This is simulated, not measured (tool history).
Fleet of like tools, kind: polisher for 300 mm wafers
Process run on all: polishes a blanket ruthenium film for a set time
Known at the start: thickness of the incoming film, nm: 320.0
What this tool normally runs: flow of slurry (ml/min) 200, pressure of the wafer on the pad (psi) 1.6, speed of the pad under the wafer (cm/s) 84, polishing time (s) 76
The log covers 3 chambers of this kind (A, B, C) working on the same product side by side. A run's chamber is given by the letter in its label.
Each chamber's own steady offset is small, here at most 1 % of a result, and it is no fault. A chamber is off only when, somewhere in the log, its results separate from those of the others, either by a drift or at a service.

run   hour  flow of slurry (ml/min)  pressure of the wafer on the pad (psi)  speed of the pad under the wafer (cm/s)  polishing time (s)  wafers polished on this pad  hours since the slurry nozzle was cleaned  hours since the head pressure was calibrated  film removed (Å)
       1.9  -- chamber C: worn pad replaced by a new one
 1C   11.4                      200                                     1.6                                       84                  76                           88                                       29.2                                         263.7            500.56
 2A   23.5                      200                                     1.6                                       84                  76                          426                                      174.6                                         213.7            503.81
 3B   37.0                      200                                     1.6                                       84                  76                          375                                       71.4                                         356.2            512.07
 4B   50.5                      200                                     1.6                                       84                  76                          500                                       84.9                                         369.7            509.13
 5C   58.6                      255                                     1.6                                       84                  76                          524                                       76.4                                         310.9            510.00
      67.3  -- chamber A: slurry nozzle cleaned
      70.5  -- chamber A: worn pad replaced by a new one
 6A   74.2                      255                                     1.6                                       84                  76                           35                                        6.9                                         264.4            520.56
      76.2  -- chamber C: worn pad replaced by a new one
 7A   81.4                      255                                     1.6                                       84                  76                          101                                       14.1                                         271.6            522.36
 8B   89.8                      200                                     1.6                                       84                  76                          864                                      124.2                                         409.0            505.51
 9C   99.4                      200                                     1.6                                       84                  76                          214                                      117.2                                         351.7            496.95
     111.8  -- chamber B: worn pad replaced by a new one
10A  112.4                      200                                     1.6                                       84                  76                          388                                       45.1                                         302.6            504.50
11C  122.7                      200                                     1.6                                       84                  76                          430                                      140.5                                         375.0            496.95
12B  132.3                      200                                     1.6                                       84                  76                          190                                      166.7                                         451.5            498.60
13A  144.5                      200                                     1.6                                       84                  76                          685                                       77.2                                         334.7            503.79
14B  153.1                      200                                     1.3                                       84                  76                          382                                      187.5                                         472.3            409.54
     158.4  -- chamber A: worn pad replaced by a new one
     159.7  -- chamber C: worn pad replaced by a new one
15C  168.0                      200                                     1.3                                       84                  76                           77                                      185.8                                         420.3            405.58
16A  178.4                      200                                     1.3                                       84                  76                          185                                      111.1                                         368.6            407.47
17C  191.4                      200                                     1.6                                       84                  76                          293                                      209.2                                         443.7            498.52
18B  202.6                      200                                     1.6                                       58                  76                          840                                      237.0                                         521.8            354.08
     212.6  -- chamber A: head pressure recalibrated
19A  214.4                      200                                     1.6                                       58                  76                          518                                      147.1                                           1.8            327.06
20B  224.4                      200                                     1.6                                       58                  76                         1042                                      258.8                                         543.6            353.35
     230.8  -- chamber B: worn pad replaced by a new one
21C  231.3                      200                                     1.6                                       84                  76                          662                                      249.1                                         483.6            495.00
     234.2  -- chamber A: worn pad replaced by a new one
22A  241.9                      200                                     1.6                                       84                  76                           71                                      174.6                                          29.3            475.14
     243.8  -- chamber C: worn pad replaced by a new one
23B  253.3                      200                                     1.6                                       84                  76                          208                                      287.7                                         572.5            508.67
24C  268.6                      160                                     1.6                                       72                  76                          229                                      286.4                                         520.9            409.38
25A  282.3                      160                                     1.6                                       72                  76                          445                                      215.0                                          69.7            392.80
26C  295.9                      160                                     1.6                                       72                  76                          481                                      313.7                                         548.2            409.68
     303.2  -- chamber C: slurry nozzle cleaned
27B  306.1                      200                                     1.6                                       84                  76                          697                                      340.5                                         625.3            508.18
     315.4  -- chamber A: slurry nozzle cleaned
28C  317.9                      200                                     1.6                                       84                  76                          685                                       14.8                                         570.2            491.88
     321.9  -- chamber A: worn pad replaced by a new one
     325.1  -- chamber C: worn pad replaced by a new one
29B  327.8                      200                                     1.6                                       84                  76                          898                                      362.2                                         647.0            497.36
     330.0  -- chamber B: worn pad replaced by a new one
     330.2  -- chamber B: slurry nozzle cleaned
30A  342.0                      200                                     1.6                                       84                  76                          186                                       26.6                                         129.4            476.28
31A  354.2                      200                                     1.6                                       84                  76                          299                                       38.8                                         141.6            481.51
32B  368.9                      200                                     1.6                                       84                  76                          360                                       38.8                                         688.1            506.26
33C  384.5                      200                                     1.6                                       84                  76                          549                                       81.4                                         636.8            498.63
34A  399.1                      200                                     1.6                                       84                  76                          714                                       83.7                                         186.5            475.89
35B  413.0                      200                                     1.6                                       84                  76                          768                                       82.9                                         732.2            501.20

Read the log: is a single chamber off, either drifting away or since a service, is the gauge that measures every chamber drifting, or is nothing wrong beyond small per-chamber offsets? Name any odd chamber and what most likely caused it.

A service on chamber A put it out of line with the rest.
Likeliest cause: head's pressure below its setpoint, % = 5.91.

Here are 4 candidates for chamber A's next run, each the usual settings with a change, their results left as question marks. Which one brings its results back in line with what the others give on the usual settings?
In-line tolerance around the mean of the other chambers on the usual settings: film removed (Å) 14.00
36A-1  424.2                      200                                     1.6                                       82                  74                                                                                                                                       ?
36A-2  424.2                      200                                     1.7                                       84                  80                                                                                                                                       ?
36A-3  424.2                      200                                     1.6                                       84                  80                                                                                                                                       ?
36A-4  424.2                      200                                     1.6                                       80                  72                                                                                                                                       ?

On the usual settings, the other chambers give on average: film removed (Å) 499.83
  run  film removed (Å)
36A-1            449.98
36A-2            529.32
36A-3            498.25
36A-4            427.21
36A-3 puts the chamber back in line with the other chambers.
